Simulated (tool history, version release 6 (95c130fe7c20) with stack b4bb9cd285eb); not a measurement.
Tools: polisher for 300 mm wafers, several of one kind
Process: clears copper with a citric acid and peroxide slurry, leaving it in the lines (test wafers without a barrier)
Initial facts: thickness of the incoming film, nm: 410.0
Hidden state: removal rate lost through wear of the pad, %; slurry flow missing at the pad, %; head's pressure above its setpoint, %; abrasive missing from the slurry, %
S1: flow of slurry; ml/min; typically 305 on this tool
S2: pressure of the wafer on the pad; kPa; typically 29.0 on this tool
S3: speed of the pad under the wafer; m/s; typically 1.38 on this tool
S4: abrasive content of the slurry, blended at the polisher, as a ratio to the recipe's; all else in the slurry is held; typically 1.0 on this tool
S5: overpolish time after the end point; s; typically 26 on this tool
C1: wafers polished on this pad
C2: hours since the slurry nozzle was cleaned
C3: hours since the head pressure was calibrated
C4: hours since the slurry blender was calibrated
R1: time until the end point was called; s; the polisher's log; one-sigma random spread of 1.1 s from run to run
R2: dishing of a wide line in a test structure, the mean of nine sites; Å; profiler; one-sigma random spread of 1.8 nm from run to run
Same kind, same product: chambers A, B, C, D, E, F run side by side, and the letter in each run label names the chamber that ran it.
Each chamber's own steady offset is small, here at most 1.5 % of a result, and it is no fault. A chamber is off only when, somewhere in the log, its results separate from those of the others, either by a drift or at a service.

run,hour,S1,S2,S3,S4,S5,C1,C2,C3,C4,R1,R2
# hour 2.9: chamber E: worn pad replaced by a new one
1D,3.9,305,29.0,1.38,1.0,26,1259,488.5,774.4,173.9,86.973,722.18
# hour 7.1: chamber F: worn pad replaced by a new one
# hour 8.9: chamber A: worn pad replaced by a new one
2A,9.4,305,29.0,1.38,1.0,26,3,128.1,1001.8,313.6,85.936,688.10
# hour 13.0: chamber D: worn pad replaced by a new one
3C,15.3,305,29.0,1.38,1.0,26,556,451.6,78.3,146.3,86.484,697.97
# hour 18.5: chamber A: head pressure recalibrated
# hour 19.4: chamber B: slurry nozzle cleaned
4B,19.6,305,29.0,1.38,1.0,26,708,0.2,646.6,116.6,84.267,761.87
# hour 24.1: chamber C: worn pad replaced by a new one
5E,24.3,305,29.0,1.38,1.0,26,151,297.4,948.4,85.2,85.710,717.61
6F,29.6,305,29.0,1.38,1.0,26,159,438.3,702.4,90.1,85.915,749.27
7F,32.6,305,29.0,1.38,1.0,26,181,441.3,705.4,93.1,87.893,734.64
8C,35.8,305,29.0,1.38,1.0,26,82,472.1,98.8,166.8,86.110,688.44
9D,39.3,305,29.0,1.38,1.0,26,186,523.9,809.8,209.3,86.864,725.42
10A,45.6,305,29.0,1.38,1.0,26,259,164.3,27.1,349.8,88.718,717.47
11E,48.4,305,29.0,1.38,1.0,26,322,321.5,972.5,109.3,87.551,726.64
12B,51.3,305,29.0,1.38,1.0,26,932,31.9,678.3,148.3,82.332,762.27
13F,56.8,305,29.0,1.38,1.0,26,352,465.5,729.6,117.3,88.786,697.73
14C,60.0,305,29.0,1.38,1.0,26,254,496.3,123.0,191.0,86.398,736.52
15A,63.9,305,29.0,1.38,1.0,26,389,182.6,45.4,368.1,90.057,708.84
16E,67.2,305,29.0,1.38,1.0,26,455,340.3,991.3,128.1,85.864,697.15
17D,71.7,305,29.0,1.38,1.0,26,415,556.3,842.2,241.7,88.250,737.50
18B,76.4,305,29.0,1.60,1.1,26,1109,57.0,703.4,173.4,69.835,789.70
# hour 77.6: chamber C: slurry blender recalibrated
# hour 80.1: chamber D: slurry blender recalibrated
19D,81.1,305,29.0,1.60,1.1,26,482,565.7,851.6,1.0,73.572,813.24
20A,84.3,305,29.0,1.60,1.1,26,533,203.0,65.8,388.5,76.733,809.99
21B,88.0,305,29.0,1.60,1.1,26,1192,68.6,715.0,185.0,71.878,850.36
# hour 89.4: chamber C: worn pad replaced by a new one
22E,91.3,305,29.0,1.60,1.1,26,625,364.4,1015.4,152.2,72.308,842.22
23F,94.5,305,29.0,1.60,1.1,26,619,503.2,767.3,155.0,74.545,812.33
24C,99.2,305,29.0,1.38,1.0,26,69,535.5,162.2,21.7,86.691,768.64
# hour 104.1: chamber F: worn pad replaced by a new one
25C,104.2,305,29.0,1.38,1.0,26,105,540.5,167.2,26.7,87.455,749.54
# hour 106.6: chamber E: worn pad replaced by a new one
26D,110.0,305,29.0,1.38,1.0,26,686,594.6,880.5,29.9,84.896,736.51
# hour 113.1: chamber B: worn pad replaced by a new one
27A,113.1,305,29.0,1.38,1.0,26,737,231.8,94.6,417.3,92.039,700.57
# hour 117.0: chamber B: head pressure recalibrated
28B,119.4,305,29.0,1.38,1.0,26,44,100.0,2.5,216.4,85.734,738.59
29F,123.3,305,29.0,1.38,1.0,26,136,532.0,796.1,183.8,85.344,776.62
30E,126.7,305,29.0,1.38,1.0,26,142,399.8,1050.8,187.6,85.573,711.46
31D,130.6,305,29.0,1.38,1.0,26,832,615.2,901.1,50.5,86.996,697.54
32F,134.7,305,29.0,1.38,1.0,26,216,543.4,807.5,195.2,87.377,724.58
33E,138.5,305,29.0,1.38,1.0,26,226,411.6,1062.6,199.4,89.237,728.71
34C,143.2,305,29.0,1.38,1.0,26,381,579.5,206.2,65.7,85.158,719.11
# hour 143.5: chamber F: head pressure recalibrated
35A,146.2,305,29.0,1.38,1.0,26,971,264.9,127.7,450.4,95.705,691.60
36B,150.0,305,29.0,1.38,1.0,26,261,130.6,33.1,247.0,85.756,733.27
37B,156.1,305,29.0,1.38,1.0,26,304,136.7,39.2,253.1,84.591,719.17
38F,161.7,305,29.0,1.38,1.0,26,407,570.4,18.3,222.2,87.152,724.71
# hour 163.9: chamber C: worn pad replaced by a new one
39C,165.5,305,29.0,1.38,1.0,26,11,601.8,228.5,88.0,86.599,700.84

Decide between three cases: one chamber stands off from its peers, the gauge reading all wafers drifts, or nothing is wrong past each chamber's small offset. Where a chamber is off, say which and what most likely put it there.

Chamber A drifts away from the others.
Most likely cause: abrasive missing from the slurry, % = 34.1.
With only this log, it may be confused with: removal rate lost through wear of the pad, %.

Here are 4 candidates for chamber A's next run, each the usual settings with a change, their results left as question marks. Which one brings its results back in line with what the others give on the usual settings?
Maximum distance from the other chambers' mean on the usual settings for a result to count as in line: R1 3.800 s; R2 62.00 Å
40A-1,170.0,305,26.2,1.26,1.0,27,,,,,?,?
40A-2,170.0,305,27.6,1.32,1.0,26,,,,,?,?
40A-3,170.0,305,30.3,1.44,1.0,26,,,,,?,?
40A-4,170.0,305,31.7,1.50,1.0,25,,,,,?,?

Usual-settings mean across the other chambers: R1 86.169 s; R2 727.90 Å
run,R1,R2
40A-1,114.440,605.75
40A-2,103.950,634.89
40A-3,86.876,728.13
40A-4,79.869,753.74
With 40A-3, the chamber falls back in line with the rest.
